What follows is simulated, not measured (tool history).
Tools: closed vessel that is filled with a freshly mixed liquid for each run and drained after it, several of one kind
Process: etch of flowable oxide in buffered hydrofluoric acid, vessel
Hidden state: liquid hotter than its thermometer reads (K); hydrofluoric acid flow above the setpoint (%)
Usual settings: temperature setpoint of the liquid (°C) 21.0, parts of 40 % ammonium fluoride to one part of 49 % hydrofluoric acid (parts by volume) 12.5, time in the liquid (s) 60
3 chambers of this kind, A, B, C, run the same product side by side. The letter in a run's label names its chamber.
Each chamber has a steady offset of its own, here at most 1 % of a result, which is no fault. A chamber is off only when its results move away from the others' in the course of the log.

run	hour	temperature setpoint of the liquid (°C)	parts of 40 % ammonium fluoride to one part of 49 % hydrofluoric acid (parts by volume)	time in the liquid (s)	hours since the thermometer was replaced	hours since the hydrofluoric acid flow meter was replaced	read-back film thickness of the flowable oxide reference wafer, read on the same gauge (nm)	thickness taken off the flowable oxide on a monitor wafer (Å)
1B	11.7	21.0	12.5	60	443.1	932.6	99.960	1226.80
2A	18.5	21.0	12.5	60	420.2	704.7	100.030	1237.80
3C	26.8	21.0	12.5	60	134.8	870.0	100.030	1229.70
4B	39.5	21.0	12.5	60	470.9	960.4	99.989	1236.20
5C	50.0	21.0	12.5	60	158.0	893.2	99.976	1243.30
6A	60.9	21.0	12.5	60	462.6	747.1	100.010	1229.40
7B	72.6	21.0	12.5	60	504.0	993.5	99.982	1248.10
8A	84.2	21.0	12.5	60	485.9	770.4	100.000	1241.00
9C	95.3	21.0	12.5	60	203.3	938.5	100.020	1232.30
10A	103.9	21.0	12.5	60	505.6	790.1	99.991	1244.10
11B	116.2	21.0	12.5	60	547.6	1037.1	99.997	1263.80
12C	121.8	21.0	12.5	60	229.8	965.0	99.992	1234.40
13C	127.7	21.0	12.5	60	235.7	970.9	99.992	1231.10
14B	138.5	21.0	12.5	60	569.9	1059.4	100.010	1266.50
15A	144.9	21.0	12.5	60	546.6	831.1	100.020	1239.50
16C	150.9	21.0	12.5	60	258.9	994.1	99.999	1241.10
17B	163.1	21.0	12.5	60	594.5	1084.0	99.990	1283.10
18A	173.8	21.0	15.5	60	575.5	860.0	99.986	1000.20
19C	181.8	21.0	15.5	60	289.8	1025.0	99.981	1002.10
20A	189.0	21.0	15.5	60	590.7	875.2	100.010	999.44
21B	199.4	21.0	12.5	60	630.8	1120.3	99.995	1274.70
22B	212.0	21.0	12.5	60	643.4	1132.9	100.020	1278.10
23C	220.5	21.0	12.5	60	328.5	1063.7	100.010	1226.60
24A	229.0	21.0	12.5	60	630.7	915.2	99.991	1225.20
25C	237.7	21.0	10.5	95	345.7	1080.9	99.985	2311.00
26A	248.3	21.0	10.5	95	650.0	934.5	100.030	2349.40
27B	259.7	21.0	10.5	95	691.1	1180.6	99.986	2444.10
28C	269.8	24.5	12.5	60	377.8	1113.0	100.000	1511.20
29A	280.5	24.5	12.5	60	682.2	966.7	99.965	1509.50
30B	292.1	24.5	12.5	60	723.5	1213.0	100.010	1568.40
31A	304.4	21.0	12.5	60	706.1	990.6	100.010	1227.20
32B	313.9	21.0	12.5	60	745.3	1234.8	99.989	1303.80
33C	319.8	17.0	12.5	60	427.8	1163.0	99.993	993.72
34A	326.6	17.0	12.5	60	728.3	1012.8	100.010	985.27
35B	333.5	17.0	12.5	60	764.9	1254.4	99.958	1048.80
36C	341.5	21.0	16.5	35	449.5	1184.7	99.999	550.96
37B	351.6	21.0	16.5	35	783.0	1272.5	100.040	589.10
38A	362.9	21.0	16.5	35	764.6	1049.1	99.998	550.72
39C	369.2	21.0	12.5	60	477.2	1212.4	100.010	1249.70
40C	377.2	21.0	12.5	60	485.2	1220.4	99.993	1242.70
41B	388.3	21.0	12.5	60	819.7	1309.2	99.983	1321.10
42A	397.2	21.0	12.5	60	798.9	1083.4	99.995	1232.40
43C	408.0	21.0	12.5	60	516.0	1251.2	100.010	1231.10

What goes on in this fleet: one chamber off, a drifting gauge, or nothing beyond the chambers' own small offsets? Name the chamber and the cause, if any.

Chamber B drifts away from the others.
Cause: hydrofluoric acid flow above the setpoint (%) = 8.07.
The log may not tell that from: liquid hotter than its thermometer reads (K).

Here are 4 candidates for chamber B's next run, each the usual settings with a change, their results left as question marks. Which one brings its results back in line with what the others give on the usual settings?
In line means no further than this from the other chambers' mean on the usual settings: thickness taken off the flowable oxide on a monitor wafer (Å) 25.00
44B-1	417.3	21.0	13.0	60				?
44B-2	417.3	22.5	12.5	60				?
44B-3	417.3	19.5	12.5	60				?
44B-4	417.3	21.0	12.0	60				?

The other chambers' mean on the usual settings: thickness taken off the flowable oxide on a monitor wafer (Å) 1237.00
run	thickness taken off the flowable oxide on a monitor wafer (Å)
44B-1	1287.40
44B-2	1452.80
44B-3	1232.20
44B-4	1393.70
44B-3 brings the chamber back in line.

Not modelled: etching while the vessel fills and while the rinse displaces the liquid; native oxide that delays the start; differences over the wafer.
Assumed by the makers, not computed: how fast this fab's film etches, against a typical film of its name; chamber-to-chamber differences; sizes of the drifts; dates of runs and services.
